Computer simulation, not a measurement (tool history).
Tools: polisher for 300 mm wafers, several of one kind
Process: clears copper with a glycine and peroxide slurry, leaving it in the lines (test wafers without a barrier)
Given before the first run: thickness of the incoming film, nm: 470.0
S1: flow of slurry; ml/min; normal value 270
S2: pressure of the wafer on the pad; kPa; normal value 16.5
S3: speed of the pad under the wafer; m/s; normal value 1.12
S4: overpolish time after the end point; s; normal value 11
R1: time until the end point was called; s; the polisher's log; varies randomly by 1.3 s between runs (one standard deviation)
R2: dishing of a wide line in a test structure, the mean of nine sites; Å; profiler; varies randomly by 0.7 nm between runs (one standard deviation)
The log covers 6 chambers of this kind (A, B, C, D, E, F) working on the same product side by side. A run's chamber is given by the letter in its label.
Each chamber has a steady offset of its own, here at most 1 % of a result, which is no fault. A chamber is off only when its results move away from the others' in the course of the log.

{"run": "1B", "hour": 3.1, "S1": 270, "S2": 16.5, "S3": 1.12, "S4": 11, "R1": 93.187, "R2": 373.74}
{"run": "2E", "hour": 6.2, "S1": 270, "S2": 16.5, "S3": 1.12, "S4": 11, "R1": 93.883, "R2": 368.47}
{"hour": 7.6, "done": "chamber B: worn pad replaced by a new one"}
{"hour": 8.6, "done": "chamber D: worn pad replaced by a new one"}
{"run": "3C", "hour": 11.0, "S1": 270, "S2": 16.5, "S3": 1.12, "S4": 11, "R1": 92.046, "R2": 378.85}
{"run": "4F", "hour": 15.6, "S1": 270, "S2": 16.5, "S3": 1.12, "S4": 11, "R1": 91.569, "R2": 381.97}
{"hour": 18.5, "done": "chamber A: slurry nozzle cleaned"}
{"run": "5D", "hour": 21.4, "S1": 270, "S2": 16.5, "S3": 1.12, "S4": 11, "R1": 96.314, "R2": 371.04}
{"hour": 24.1, "done": "chamber C: worn pad replaced by a new one"}
{"run": "6A", "hour": 24.7, "S1": 270, "S2": 16.5, "S3": 1.12, "S4": 11, "R1": 93.264, "R2": 376.65}
{"run": "7A", "hour": 30.9, "S1": 270, "S2": 16.5, "S3": 1.12, "S4": 11, "R1": 93.683, "R2": 375.76}
{"hour": 33.5, "done": "chamber D: head pressure recalibrated"}
{"run": "8D", "hour": 34.9, "S1": 270, "S2": 16.5, "S3": 1.12, "S4": 11, "R1": 92.48, "R2": 383.28}
{"run": "9F", "hour": 39.1, "S1": 270, "S2": 16.5, "S3": 1.12, "S4": 11, "R1": 92.582, "R2": 381.24}
{"run": "10C", "hour": 44.2, "S1": 270, "S2": 16.5, "S3": 1.12, "S4": 11, "R1": 93.506, "R2": 373.13}
{"run": "11B", "hour": 47.2, "S1": 270, "S2": 16.5, "S3": 1.12, "S4": 11, "R1": 94.7, "R2": 376.25}
{"hour": 48.8, "done": "chamber A: worn pad replaced by a new one"}
{"run": "12E", "hour": 52.4, "S1": 270, "S2": 16.5, "S3": 1.12, "S4": 11, "R1": 93.062, "R2": 371.32}
{"run": "13F", "hour": 55.7, "S1": 270, "S2": 16.5, "S3": 1.12, "S4": 11, "R1": 94.071, "R2": 365.09}
{"run": "14B", "hour": 59.3, "S1": 270, "S2": 16.5, "S3": 1.12, "S4": 11, "R1": 93.634, "R2": 378.28}
{"run": "15D", "hour": 63.0, "S1": 270, "S2": 16.5, "S3": 1.12, "S4": 11, "R1": 93.131, "R2": 383.81}
{"run": "16A", "hour": 66.3, "S1": 300, "S2": 20.7, "S3": 1.12, "S4": 11, "R1": 76.989, "R2": 435.44}
{"run": "17C", "hour": 70.2, "S1": 300, "S2": 20.7, "S3": 1.12, "S4": 11, "R1": 76.69, "R2": 437.46}
{"run": "18E", "hour": 73.8, "S1": 300, "S2": 20.7, "S3": 1.12, "S4": 11, "R1": 76.239, "R2": 441.09}
{"run": "19E", "hour": 78.7, "S1": 300, "S2": 20.7, "S3": 1.12, "S4": 11, "R1": 76.728, "R2": 461.05}
{"run": "20A", "hour": 83.1, "S1": 300, "S2": 20.7, "S3": 1.12, "S4": 11, "R1": 78.352, "R2": 457.03}
{"run": "21B", "hour": 89.3, "S1": 300, "S2": 20.7, "S3": 1.12, "S4": 11, "R1": 76.752, "R2": 460.29}
{"run": "22F", "hour": 92.6, "S1": 270, "S2": 16.5, "S3": 1.12, "S4": 11, "R1": 97.217, "R2": 363.95}
{"hour": 97.1, "done": "chamber E: worn pad replaced by a new one"}
{"run": "23C", "hour": 97.9, "S1": 270, "S2": 16.5, "S3": 1.12, "S4": 11, "R1": 93.342, "R2": 378.56}
{"run": "24D", "hour": 103.5, "S1": 270, "S2": 16.5, "S3": 1.12, "S4": 11, "R1": 95.529, "R2": 383.95}
{"run": "25E", "hour": 106.5, "S1": 270, "S2": 16.5, "S3": 1.12, "S4": 11, "R1": 93.911, "R2": 394.84}
{"hour": 110.3, "done": "chamber C: worn pad replaced by a new one"}
{"run": "26F", "hour": 110.6, "S1": 270, "S2": 16.5, "S3": 1.12, "S4": 11, "R1": 98.574, "R2": 372.78}
{"run": "27C", "hour": 115.7, "S1": 270, "S2": 16.5, "S3": 1.12, "S4": 11, "R1": 96.452, "R2": 367.22}
{"run": "28B", "hour": 118.5, "S1": 270, "S2": 16.5, "S3": 1.12, "S4": 11, "R1": 96.183, "R2": 381.04}
{"hour": 118.8, "done": "chamber D: slurry nozzle cleaned"}
{"run": "29A", "hour": 123.6, "S1": 270, "S2": 16.5, "S3": 1.12, "S4": 11, "R1": 97.796, "R2": 377.24}
{"run": "30D", "hour": 126.7, "S1": 270, "S2": 16.5, "S3": 1.12, "S4": 6, "R1": 94.694, "R2": 219.05}
{"run": "31F", "hour": 129.8, "S1": 270, "S2": 16.5, "S3": 1.12, "S4": 6, "R1": 102.75, "R2": 204.46}
{"hour": 132.9, "done": "chamber D: worn pad replaced by a new one"}
{"run": "32C", "hour": 135.5, "S1": 270, "S2": 16.5, "S3": 1.12, "S4": 6, "R1": 92.323, "R2": 226.04}
{"run": "33E", "hour": 139.3, "S1": 270, "S2": 16.5, "S3": 1.12, "S4": 6, "R1": 93.967, "R2": 219.77}
{"run": "34D", "hour": 144.9, "S1": 270, "S2": 16.5, "S3": 1.12, "S4": 6, "R1": 93.069, "R2": 222.51}
{"run": "35B", "hour": 150.8, "S1": 270, "S2": 16.5, "S3": 1.12, "S4": 6, "R1": 92.385, "R2": 219.42}
{"hour": 154.1, "done": "chamber A: worn pad replaced by a new one"}
{"run": "36A", "hour": 156.2, "S1": 270, "S2": 16.5, "S3": 1.12, "S4": 11, "R1": 92.12, "R2": 379.64}
{"run": "37D", "hour": 162.2, "S1": 270, "S2": 16.5, "S3": 1.12, "S4": 11, "R1": 94.834, "R2": 386.63}
{"run": "38C", "hour": 166.6, "S1": 270, "S2": 16.5, "S3": 1.12, "S4": 11, "R1": 94.212, "R2": 373.35}
{"hour": 168.7, "done": "chamber E: head pressure recalibrated"}
{"run": "39E", "hour": 170.2, "S1": 270, "S2": 16.5, "S3": 1.12, "S4": 11, "R1": 95.659, "R2": 384.33}

What goes on in this fleet: one chamber off, a drifting gauge, or nothing beyond the chambers' own small offsets? Name the chamber and the cause, if any.

Little by little, chamber F moves away from the other chambers.
Most likely cause: removal rate lost through wear of the pad, % = 11.8.
The log may not tell that from: head's pressure below its setpoint, %.

Below are 4 candidate recipes for chamber F's next run, each the usual settings with a change, their results shown as question marks. Which of them brings F's results back in line with what the other chambers give on the usual settings?
To be in line, a result may differ from the other chambers' mean on the usual settings by at most: R1 4.600 s; R2 24.00 Å
{"run": "40F-1", "hour": 174.8, "S1": 265, "S2": 14.5, "S3": 0.98, "S4": 11, "R1": "?", "R2": "?"}
{"run": "40F-2", "hour": 174.8, "S1": 275, "S2": 18.6, "S3": 1.26, "S4": 11, "R1": "?", "R2": "?"}
{"run": "40F-3", "hour": 174.8, "S1": 270, "S2": 17.9, "S3": 1.2, "S4": 11, "R1": "?", "R2": "?"}
{"run": "40F-4", "hour": 174.8, "S1": 270, "S2": 15.2, "S3": 1.04, "S4": 11, "R1": "?", "R2": "?"}

The other chambers' mean on the usual settings: R1 94.182 s; R2 377.00 Å
run=40F-1 R1=131.140 R2=285.89
run=40F-2 R1=86.823 R2=409.73
run=40F-3 R1=93.557 R2=384.50
run=40F-4 R1=120.490 R2=308.16
40F-3 is the one that brings the chamber's results back in line with the other chambers.

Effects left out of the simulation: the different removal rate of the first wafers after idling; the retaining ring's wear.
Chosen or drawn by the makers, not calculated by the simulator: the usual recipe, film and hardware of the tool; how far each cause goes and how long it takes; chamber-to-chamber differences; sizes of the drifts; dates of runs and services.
